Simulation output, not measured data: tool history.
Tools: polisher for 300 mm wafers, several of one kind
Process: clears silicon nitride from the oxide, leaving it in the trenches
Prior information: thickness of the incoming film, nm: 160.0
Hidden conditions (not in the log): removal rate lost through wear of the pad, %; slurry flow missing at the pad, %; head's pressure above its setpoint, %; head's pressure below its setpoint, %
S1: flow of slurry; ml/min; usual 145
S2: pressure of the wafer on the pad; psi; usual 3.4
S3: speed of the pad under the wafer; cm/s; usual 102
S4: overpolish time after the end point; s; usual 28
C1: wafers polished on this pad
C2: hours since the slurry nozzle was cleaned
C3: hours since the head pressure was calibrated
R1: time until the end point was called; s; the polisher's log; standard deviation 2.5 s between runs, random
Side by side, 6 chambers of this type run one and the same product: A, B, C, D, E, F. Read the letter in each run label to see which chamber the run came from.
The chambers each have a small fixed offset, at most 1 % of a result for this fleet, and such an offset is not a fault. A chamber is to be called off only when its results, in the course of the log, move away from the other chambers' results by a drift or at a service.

run,hour,S1,S2,S3,S4,C1,C2,C3,R1
1D,11,145,3.4,102,28,853,87.8,550,171.49
2E,17.7,145,3.4,102,28,427,208.2,606.3,172.75
# hour 20.9: chamber C: slurry nozzle cleaned
3B,28.1,145,3.4,102,28,556,69.3,423.9,169.14
4C,38.1,145,3.4,102,28,478,17.3,617.6,171.31
# hour 39.5: chamber F: head pressure recalibrated
5A,45.5,145,3.4,102,28,1109,363.1,776.5,170.09
6F,55.1,145,3.4,102,28,496,224.5,15.6,168.85
# hour 58.9: chamber B: worn pad replaced by a new one
7E,61.4,145,3.4,102,28,657,251.9,650,167.41
8B,68.4,145,3.4,102,28,50,109.6,464.2,169.1
# hour 68.5: chamber A: worn pad replaced by a new one
# hour 76.8: chamber D: worn pad replaced by a new one
9C,78.9,145,3.4,102,28,693,58.1,658.4,174.39
10F,89.5,160,3.4,114,28,677,258.9,50,150.12
11A,95.5,160,3.4,114,28,142,413.1,826.5,151.24
12D,100.7,160,3.4,114,28,126,177.5,639.7,148.25
13A,107.1,160,3.4,114,28,203,424.7,838.1,147.48
# hour 109.9: chamber C: worn pad replaced by a new one
14D,117.8,160,3.4,114,28,216,194.6,656.8,148.8
# hour 119.2: chamber E: worn pad replaced by a new one
15B,129.2,160,3.4,114,28,370,170.4,525,151.61
16C,134.2,145,3.4,102,28,128,113.4,713.7,170.77
17E,141.5,145,2.7,102,21,117,332,730.1,211.97
18F,148.3,145,2.7,102,21,987,317.7,108.8,218.69
19B,159,145,2.7,102,21,528,200.2,554.8,215.78
20E,167.7,145,2.7,102,21,255,358.2,756.3,214.09
21F,178.8,145,2.7,102,21,1148,348.2,139.3,214.94
22C,184.7,145,2.7,102,21,394,163.9,764.2,220.77
# hour 188.8: chamber B: worn pad replaced by a new one
23D,190.2,145,3.4,120,28,598,267,729.2,145.33
24A,201.2,145,3.4,120,28,700,518.8,932.2,141.33
25D,210.4,145,3.4,120,28,704,287.2,749.4,149.22
26A,216.7,145,3.4,120,28,781,534.3,947.7,145.02
27B,222,145,3.4,120,28,175,263.2,617.8,144.3
28F,229.3,145,3.4,120,28,1414,398.7,189.8,142.08
29E,236.7,145,3.4,102,28,619,427.2,825.3,170.83
30C,241.9,145,3.4,102,28,696,221.1,821.4,170.63
# hour 244.2: chamber A: worn pad replaced by a new one
# hour 245.7: chamber F: worn pad replaced by a new one
31D,250.7,145,3.4,102,28,917,327.5,789.7,176.86
32E,260.6,145,3.4,102,28,745,451.1,849.2,169.28
33F,271,145,3.4,102,28,133,440.4,231.5,171.1
34C,276.6,145,3.4,102,28,879,255.8,856.1,170.82
# hour 280.6: chamber C: head pressure recalibrated
35B,283.5,145,3.4,102,28,499,324.7,679.3,169.05
36A,292.4,145,3.4,102,28,254,610,1023.4,168.14
37C,300.7,145,3.4,102,28,1006,279.9,20.1,174.65

What goes on in this fleet: one chamber off, a drifting gauge, or nothing beyond the chambers' own small offsets? Name the chamber and the cause, if any.

The fleet is healthy, with each chamber sitting at its usual small offset and no drift in the gauge.
